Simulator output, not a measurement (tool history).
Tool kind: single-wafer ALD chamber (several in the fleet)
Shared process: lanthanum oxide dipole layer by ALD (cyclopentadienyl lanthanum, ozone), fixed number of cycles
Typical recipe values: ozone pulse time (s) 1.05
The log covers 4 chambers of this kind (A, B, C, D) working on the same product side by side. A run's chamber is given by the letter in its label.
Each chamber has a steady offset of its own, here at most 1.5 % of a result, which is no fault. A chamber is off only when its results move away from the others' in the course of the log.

run,hour,ozone pulse time (s),"read-back reference wafer on the same gauge, thickness_nm",mean film thickness on the monitor wafer (Å)
1D,5.9,1.05,0.43873,5.1570
2A,11.7,1.05,0.43886,5.1040
3B,17.6,1.05,0.43890,5.1445
4C,27.4,1.05,0.43876,5.1083
5B,36.7,1.05,0.43869,5.1319
# hour 43.7: chamber B: thermocouple changed; heater temperature recalibrated
6C,47.5,1.05,0.43839,5.1086
7D,55.9,1.05,0.43835,5.1315
8A,64.2,1.05,0.43831,5.1101
9D,70.7,1.05,0.43838,5.1318
10A,79.9,1.05,0.43798,5.0946
11B,85.8,1.05,0.43828,5.1402
12C,96.7,0.68,0.43795,4.3376
13B,107.4,0.68,0.43801,4.3658
14A,113.1,0.68,0.43788,4.3006
15C,118.8,0.68,0.43786,4.3292
16D,124.6,1.05,0.43769,5.1272
17A,130.9,0.89,0.43771,4.8235
18B,140.4,0.89,0.43761,4.8483
19D,147.8,0.89,0.43747,4.8681
20C,159.5,0.89,0.43727,4.8137
21B,169.2,0.75,0.43733,4.5532
22A,175.8,0.75,0.43719,4.4957
23C,186.2,0.75,0.43719,4.5268
24D,194.2,0.75,0.43703,4.5446
25C,204.8,1.05,0.43691,5.0850
26A,215.6,1.05,0.43706,5.0789
27B,221.4,1.05,0.43664,5.1042
28D,228.1,1.05,0.43682,5.1189
# hour 235.9: chamber B: ozone generator serviced
29C,236.1,1.05,0.43668,5.0790
30B,246.1,1.05,0.43650,5.1144
31A,257.4,1.05,0.43643,5.0682
32D,267.3,1.05,0.43632,5.1083
33B,273.9,1.05,0.43636,5.1023
34A,285.7,1.05,0.43601,5.0729
35C,297.6,1.05,0.43588,5.0575

What goes on in this fleet: one chamber off, a drifting gauge, or nothing beyond the chambers' own small offsets? Name the chamber and the cause, if any.

No chamber is off; the gauge reading every chamber's wafers drifts, which makes the whole fleet appear to move together.
Most likely cause: gauge reads low (%) = 0.697.

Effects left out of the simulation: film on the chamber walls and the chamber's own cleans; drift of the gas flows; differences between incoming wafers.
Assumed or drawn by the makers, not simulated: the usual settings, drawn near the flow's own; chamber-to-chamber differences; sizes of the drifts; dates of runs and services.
